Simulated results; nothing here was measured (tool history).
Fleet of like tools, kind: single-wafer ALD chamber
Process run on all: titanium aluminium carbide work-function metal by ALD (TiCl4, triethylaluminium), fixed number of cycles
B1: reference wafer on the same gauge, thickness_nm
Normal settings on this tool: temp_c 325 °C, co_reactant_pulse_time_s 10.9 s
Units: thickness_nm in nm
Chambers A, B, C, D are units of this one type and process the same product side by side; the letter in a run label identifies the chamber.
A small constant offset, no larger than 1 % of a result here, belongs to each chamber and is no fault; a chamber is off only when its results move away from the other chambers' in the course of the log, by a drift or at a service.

run 1D hour=4.5 | temp_c=325 co_reactant_pulse_time_s=10.9 | B1=2.2996 | thickness_nm=2.2474
run 2C hour=9.6 | temp_c=325 co_reactant_pulse_time_s=10.9 | B1=2.2997 | thickness_nm=2.2584
run 3A hour=14.9 | temp_c=325 co_reactant_pulse_time_s=10.9 | B1=2.2994 | thickness_nm=2.2162
run 4B hour=22.5 | temp_c=325 co_reactant_pulse_time_s=10.9 | B1=2.3007 | thickness_nm=2.2253
run 5A hour=29.9 | temp_c=325 co_reactant_pulse_time_s=10.9 | B1=2.3007 | thickness_nm=2.2274
run 6B hour=34.7 | temp_c=325 co_reactant_pulse_time_s=10.9 | B1=2.3005 | thickness_nm=2.2301
run 7D hour=41.3 | temp_c=325 co_reactant_pulse_time_s=10.9 | B1=2.2986 | thickness_nm=2.2361
run 8C hour=49.7 | temp_c=325 co_reactant_pulse_time_s=10.9 | B1=2.3008 | thickness_nm=2.2576
run 9A hour=56.2 | temp_c=325 co_reactant_pulse_time_s=10.9 | B1=2.301 | thickness_nm=2.2288
run 10C hour=65.2 | temp_c=325 co_reactant_pulse_time_s=10.9 | B1=2.3006 | thickness_nm=2.2531
-- hour=73.5 chamber A: thermocouple changed; heater temperature recalibrated
run 11D hour=73.9 | temp_c=325 co_reactant_pulse_time_s=10.9 | B1=2.2999 | thickness_nm=2.2509
run 12B hour=79.1 | temp_c=325 co_reactant_pulse_time_s=10.9 | B1=2.2991 | thickness_nm=2.2214
run 13B hour=86.3 | temp_c=325 co_reactant_pulse_time_s=10.9 | B1=2.3001 | thickness_nm=2.2328
run 14D hour=90.3 | temp_c=325 co_reactant_pulse_time_s=10.9 | B1=2.2998 | thickness_nm=2.2369
run 15C hour=97.3 | temp_c=325 co_reactant_pulse_time_s=10.9 | B1=2.2984 | thickness_nm=2.2531
run 16A hour=106.5 | temp_c=325 co_reactant_pulse_time_s=10.9 | B1=2.2997 | thickness_nm=2.2301
run 17B hour=113.8 | temp_c=325 co_reactant_pulse_time_s=14.6 | B1=2.3005 | thickness_nm=2.2642
run 18A hour=118.9 | temp_c=325 co_reactant_pulse_time_s=14.6 | B1=2.3004 | thickness_nm=2.2662
run 19D hour=123.4 | temp_c=325 co_reactant_pulse_time_s=14.6 | B1=2.3004 | thickness_nm=2.2847
run 20C hour=128.2 | temp_c=325 co_reactant_pulse_time_s=14.6 | B1=2.3003 | thickness_nm=2.2976
run 21A hour=137 | temp_c=325 co_reactant_pulse_time_s=10.9 | B1=2.3 | thickness_nm=2.2158
run 22C hour=146.1 | temp_c=325 co_reactant_pulse_time_s=10.9 | B1=2.3008 | thickness_nm=2.2525
run 23D hour=151.5 | temp_c=325 co_reactant_pulse_time_s=10.9 | B1=2.2995 | thickness_nm=2.2416
run 24B hour=158.2 | temp_c=325 co_reactant_pulse_time_s=10.9 | B1=2.2999 | thickness_nm=2.2299
run 25C hour=164.9 | temp_c=313 co_reactant_pulse_time_s=10.9 | B1=2.2994 | thickness_nm=2.1435
run 26A hour=169.4 | temp_c=313 co_reactant_pulse_time_s=10.9 | B1=2.2995 | thickness_nm=2.117
run 27D hour=177.4 | temp_c=313 co_reactant_pulse_time_s=10.9 | B1=2.2984 | thickness_nm=2.142
run 28B hour=182 | temp_c=313 co_reactant_pulse_time_s=10.9 | B1=2.3007 | thickness_nm=2.1187
run 29A hour=189.9 | temp_c=325 co_reactant_pulse_time_s=9.09 | B1=2.3 | thickness_nm=2.1774
run 30D hour=196.3 | temp_c=325 co_reactant_pulse_time_s=9.09 | B1=2.3003 | thickness_nm=2.1956
run 31B hour=201.2 | temp_c=325 co_reactant_pulse_time_s=9.09 | B1=2.2997 | thickness_nm=2.1761
run 32C hour=210.5 | temp_c=325 co_reactant_pulse_time_s=9.09 | B1=2.299 | thickness_nm=2.2056
run 33D hour=215 | temp_c=329 co_reactant_pulse_time_s=12.35 | B1=2.2983 | thickness_nm=2.2933
run 34C hour=223.4 | temp_c=329 co_reactant_pulse_time_s=12.35 | B1=2.3 | thickness_nm=2.3103
run 35A hour=228.2 | temp_c=329 co_reactant_pulse_time_s=12.35 | B1=2.3002 | thickness_nm=2.2777
run 36B hour=236 | temp_c=329 co_reactant_pulse_time_s=12.35 | B1=2.3002 | thickness_nm=2.2857
run 37B hour=243.3 | temp_c=325 co_reactant_pulse_time_s=10.9 | B1=2.2998 | thickness_nm=2.2165
run 38C hour=248.2 | temp_c=325 co_reactant_pulse_time_s=10.9 | B1=2.3006 | thickness_nm=2.2637
run 39D hour=254.5 | temp_c=338 co_reactant_pulse_time_s=7.5 | B1=2.2999 | thickness_nm=2.2376
run 40A hour=259.4 | temp_c=338 co_reactant_pulse_time_s=7.5 | B1=2.2995 | thickness_nm=2.2121
run 41D hour=268.5 | temp_c=338 co_reactant_pulse_time_s=7.5 | B1=2.3002 | thickness_nm=2.226
run 42C hour=274.1 | temp_c=338 co_reactant_pulse_time_s=7.5 | B1=2.2991 | thickness_nm=2.2308
run 43B hour=279.6 | temp_c=325 co_reactant_pulse_time_s=8.43 | B1=2.2992 | thickness_nm=2.1566
run 44A hour=285 | temp_c=325 co_reactant_pulse_time_s=8.43 | B1=2.2998 | thickness_nm=2.157

The same settings go to every chamber for the next run, one line per chamber below. Forecast the results for each:
run 45A hour=291.7 | temp_c=317 co_reactant_pulse_time_s=10.9 | thickness_nm=?
run 45B hour=291.7 | temp_c=317 co_reactant_pulse_time_s=10.9 | thickness_nm=?
run 45C hour=291.7 | temp_c=317 co_reactant_pulse_time_s=10.9 | thickness_nm=?
run 45D hour=291.7 | temp_c=317 co_reactant_pulse_time_s=10.9 | thickness_nm=?

run=45A thickness_nm=2.1477
run=45B thickness_nm=2.1613
run=45C thickness_nm=2.1864
run=45D thickness_nm=2.1756
